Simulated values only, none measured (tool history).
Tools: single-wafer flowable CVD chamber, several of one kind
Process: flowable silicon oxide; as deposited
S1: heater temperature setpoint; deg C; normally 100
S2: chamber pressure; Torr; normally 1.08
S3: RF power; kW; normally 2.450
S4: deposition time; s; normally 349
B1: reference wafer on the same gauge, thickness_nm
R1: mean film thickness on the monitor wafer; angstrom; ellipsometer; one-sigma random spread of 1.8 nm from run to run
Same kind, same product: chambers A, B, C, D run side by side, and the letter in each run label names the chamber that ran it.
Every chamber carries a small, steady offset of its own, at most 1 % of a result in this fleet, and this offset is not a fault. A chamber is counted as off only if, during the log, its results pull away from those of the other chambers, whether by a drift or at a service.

{"run": "1B", "day": 0.212, "S1": 100, "S2": 1.08, "S3": 2.45, "S4": 349, "B1": 317.38, "R1": 3201.0}
{"run": "2A", "day": 0.446, "S1": 100, "S2": 1.08, "S3": 2.45, "S4": 349, "B1": 317.08, "R1": 3153.7}
{"run": "3D", "day": 0.604, "S1": 100, "S2": 1.08, "S3": 2.45, "S4": 349, "B1": 316.63, "R1": 3203.3}
{"run": "4C", "day": 0.738, "S1": 100, "S2": 1.08, "S3": 2.45, "S4": 349, "B1": 317.18, "R1": 3229.6}
{"run": "5B", "day": 1.038, "S1": 100, "S2": 1.08, "S3": 2.45, "S4": 349, "B1": 317.2, "R1": 3178.1}
{"run": "6C", "day": 1.304, "S1": 100, "S2": 1.08, "S3": 2.45, "S4": 349, "B1": 317.16, "R1": 3172.5}
{"run": "7A", "day": 1.592, "S1": 100, "S2": 1.08, "S3": 2.45, "S4": 349, "B1": 317.14, "R1": 3201.2}
{"run": "8D", "day": 1.892, "S1": 100, "S2": 1.08, "S3": 2.45, "S4": 349, "B1": 317.12, "R1": 3194.2}
{"run": "9A", "day": 2.067, "S1": 100, "S2": 1.08, "S3": 2.45, "S4": 349, "B1": 316.76, "R1": 3191.0}
{"run": "10B", "day": 2.304, "S1": 100, "S2": 1.08, "S3": 2.45, "S4": 349, "B1": 317.44, "R1": 3217.5}
{"run": "11D", "day": 2.512, "S1": 100, "S2": 1.08, "S3": 2.45, "S4": 349, "B1": 316.69, "R1": 3193.2}
{"run": "12C", "day": 2.646, "S1": 100, "S2": 1.08, "S3": 2.45, "S4": 349, "B1": 317.45, "R1": 3208.7}
{"run": "13A", "day": 2.833, "S1": 100, "S2": 1.08, "S3": 2.45, "S4": 349, "B1": 317.26, "R1": 3203.6}
{"day": 2.95, "done": "chamber A: thermocouple changed; heater temperature recalibrated"}
{"run": "14B", "day": 3.042, "S1": 100, "S2": 1.08, "S3": 2.45, "S4": 349, "B1": 317.2, "R1": 3215.4}
{"run": "15D", "day": 3.183, "S1": 100, "S2": 1.08, "S3": 2.45, "S4": 349, "B1": 317.5, "R1": 3206.4}
{"run": "16C", "day": 3.475, "S1": 100, "S2": 1.08, "S3": 2.45, "S4": 349, "B1": 316.71, "R1": 3214.2}
{"run": "17A", "day": 3.725, "S1": 100, "S2": 1.08, "S3": 2.45, "S4": 349, "B1": 317.18, "R1": 3172.6}
{"run": "18C", "day": 3.971, "S1": 100, "S2": 1.08, "S3": 2.45, "S4": 349, "B1": 316.2, "R1": 3235.5}
{"run": "19D", "day": 4.196, "S1": 100, "S2": 1.08, "S3": 2.45, "S4": 349, "B1": 316.97, "R1": 3236.0}
{"run": "20B", "day": 4.429, "S1": 100, "S2": 1.08, "S3": 2.45, "S4": 349, "B1": 316.71, "R1": 3235.7}
{"run": "21A", "day": 4.588, "S1": 100, "S2": 1.08, "S3": 2.45, "S4": 349, "B1": 317.21, "R1": 3173.8}
{"run": "22D", "day": 4.846, "S1": 100, "S2": 1.08, "S3": 2.45, "S4": 349, "B1": 316.79, "R1": 3248.2}
{"run": "23C", "day": 4.983, "S1": 100, "S2": 1.08, "S3": 2.45, "S4": 349, "B1": 316.93, "R1": 3208.2}
{"run": "24B", "day": 5.129, "S1": 100, "S2": 1.08, "S3": 2.45, "S4": 349, "B1": 317.14, "R1": 3202.5}
{"run": "25D", "day": 5.354, "S1": 107, "S2": 1.08, "S3": 2.45, "S4": 371, "B1": 316.96, "R1": 2738.9}
{"run": "26C", "day": 5.492, "S1": 107, "S2": 1.08, "S3": 2.45, "S4": 371, "B1": 317.22, "R1": 2696.4}
{"run": "27B", "day": 5.629, "S1": 107, "S2": 1.08, "S3": 2.45, "S4": 371, "B1": 317.0, "R1": 2699.1}
{"run": "28A", "day": 5.821, "S1": 107, "S2": 1.08, "S3": 2.45, "S4": 371, "B1": 316.91, "R1": 2666.4}
{"run": "29B", "day": 6.054, "S1": 100, "S2": 1.08, "S3": 2.45, "S4": 349, "B1": 316.86, "R1": 3201.8}
{"run": "30A", "day": 6.233, "S1": 100, "S2": 1.08, "S3": 2.45, "S4": 349, "B1": 316.69, "R1": 3182.8}
{"run": "31D", "day": 6.5, "S1": 100, "S2": 1.08, "S3": 2.45, "S4": 349, "B1": 317.02, "R1": 3313.1}
{"run": "32C", "day": 6.796, "S1": 100, "S2": 1.08, "S3": 2.7, "S4": 373, "B1": 317.29, "R1": 3481.5}
{"run": "33C", "day": 7.071, "S1": 100, "S2": 1.08, "S3": 2.7, "S4": 373, "B1": 316.69, "R1": 3465.9}
{"run": "34D", "day": 7.283, "S1": 100, "S2": 1.08, "S3": 2.7, "S4": 373, "B1": 317.31, "R1": 3626.1}

All 4 chambers run these settings next. Forecast each chamber's results:
{"run": "35A", "day": 7.504, "S1": 100, "S2": 1.08, "S3": 2.795, "S4": 349, "R1": "?"}
{"run": "35B", "day": 7.504, "S1": 100, "S2": 1.08, "S3": 2.795, "S4": 349, "R1": "?"}
{"run": "35C", "day": 7.504, "S1": 100, "S2": 1.08, "S3": 2.795, "S4": 349, "R1": "?"}
{"run": "35D", "day": 7.504, "S1": 100, "S2": 1.08, "S3": 2.795, "S4": 349, "R1": "?"}

run=35A R1=3224.8
run=35B R1=3239.3
run=35C R1=3245.6
run=35D R1=3408.8

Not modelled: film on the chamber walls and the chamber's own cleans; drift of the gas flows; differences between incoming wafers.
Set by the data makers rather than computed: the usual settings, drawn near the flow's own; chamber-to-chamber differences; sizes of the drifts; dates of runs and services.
